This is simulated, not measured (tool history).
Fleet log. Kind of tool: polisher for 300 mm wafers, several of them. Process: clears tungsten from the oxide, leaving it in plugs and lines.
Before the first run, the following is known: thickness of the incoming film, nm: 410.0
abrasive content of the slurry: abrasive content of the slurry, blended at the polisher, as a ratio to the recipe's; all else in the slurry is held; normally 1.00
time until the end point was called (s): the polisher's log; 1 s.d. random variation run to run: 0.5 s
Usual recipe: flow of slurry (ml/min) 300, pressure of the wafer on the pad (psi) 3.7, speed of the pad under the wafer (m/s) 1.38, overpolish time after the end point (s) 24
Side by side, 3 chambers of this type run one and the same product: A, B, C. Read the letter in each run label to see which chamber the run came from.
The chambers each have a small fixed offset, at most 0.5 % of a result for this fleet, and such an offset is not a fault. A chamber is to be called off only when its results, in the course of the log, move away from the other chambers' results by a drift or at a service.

run,hour,flow of slurry (ml/min),pressure of the wafer on the pad (psi),speed of the pad under the wafer (m/s),abrasive content of the slurry,overpolish time after the end point (s),time until the end point was called (s)
# hour 1.8: chamber A: slurry tank refilled with fresh slurry and peroxide
# hour 4.5: chamber C: slurry tank refilled with fresh slurry and peroxide
1B,7.7,300,3.7,1.38,1.00,24,60.197
2A,16.1,300,3.7,1.38,1.00,24,60.096
3C,26.6,300,3.7,1.38,1.00,24,58.808
4B,32.4,300,3.7,1.38,1.00,24,59.817
5A,38.2,300,3.7,1.38,1.00,24,58.679
# hour 38.9: chamber C: slurry blender recalibrated
# hour 39.1: chamber A: slurry nozzle cleaned
6C,46.3,300,3.7,1.38,0.85,19,61.895
7B,51.4,300,3.7,1.38,0.85,19,61.842
8C,60.1,300,3.7,1.38,0.85,19,61.268
# hour 66.0: chamber B: worn pad replaced by a new one
9A,68.0,300,4.2,1.82,1.00,24,40.553
# hour 69.9: chamber B: slurry tank refilled with fresh slurry and peroxide
10B,77.6,300,4.2,1.82,1.00,24,40.067
11C,87.7,300,4.2,1.82,1.00,24,40.024
12A,93.5,350,3.7,1.38,1.00,24,58.367
13A,98.1,350,3.7,1.38,1.00,24,59.911
14C,103.2,350,3.7,1.38,1.00,24,59.484
# hour 103.7: chamber A: slurry tank refilled with fresh slurry and peroxide
# hour 107.8: chamber C: head pressure recalibrated
# hour 109.8: chamber A: worn pad replaced by a new one
15B,111.4,300,3.7,1.38,1.00,24,58.772
16A,117.7,300,3.7,1.38,1.00,24,59.305
17C,124.5,300,3.7,1.38,1.00,24,53.879
18B,134.0,300,3.7,1.38,1.00,24,59.910
# hour 136.6: chamber C: slurry nozzle cleaned
19B,143.2,300,3.7,1.38,1.00,24,59.794
# hour 145.2: chamber C: slurry tank refilled with fresh slurry and peroxide
20C,150.5,300,3.7,1.38,1.00,24,53.967
# hour 152.1: chamber B: worn pad replaced by a new one
21A,155.4,300,3.7,1.38,1.00,24,59.812
# hour 158.8: chamber B: slurry blender recalibrated
# hour 161.5: chamber A: head pressure recalibrated
22C,162.9,300,3.7,1.38,1.00,24,54.108
23B,173.1,300,3.7,1.38,1.00,24,60.381
24A,182.8,300,3.7,1.38,1.00,17,60.125
25B,190.4,300,3.7,1.38,1.00,17,61.036
# hour 196.0: chamber A: slurry tank refilled with fresh slurry and peroxide
26C,196.4,300,3.7,1.38,1.00,17,54.560
# hour 198.0: chamber C: worn pad replaced by a new one
27A,202.4,300,3.7,1.38,1.00,24,59.707
28B,208.2,300,3.7,1.38,1.00,24,60.581
29C,215.6,300,3.7,1.38,1.00,24,54.608
30A,220.9,300,3.7,1.38,1.00,24,60.439
31C,225.6,245,3.7,1.38,1.00,24,55.379
# hour 226.4: chamber B: slurry tank refilled with fresh slurry and peroxide
# hour 229.9: chamber B: worn pad replaced by a new one
32A,232.1,245,3.7,1.38,1.00,24,61.933
33B,240.7,245,3.7,1.38,1.00,24,62.118
34A,248.8,300,3.7,1.38,1.00,24,60.316
35C,255.1,300,3.7,1.38,1.00,24,54.134
36B,261.6,300,3.7,1.38,1.00,24,60.011

For the next run the whole fleet of 3 chambers uses the same settings. Give each chamber's results:
37A,269.2,300,3.7,1.38,1.00,24,?
37B,269.2,300,3.7,1.38,1.00,24,?
37C,269.2,300,3.7,1.38,1.00,24,?

run,time until the end point was called (s)
37A,59.601
37B,59.467
37C,54.735
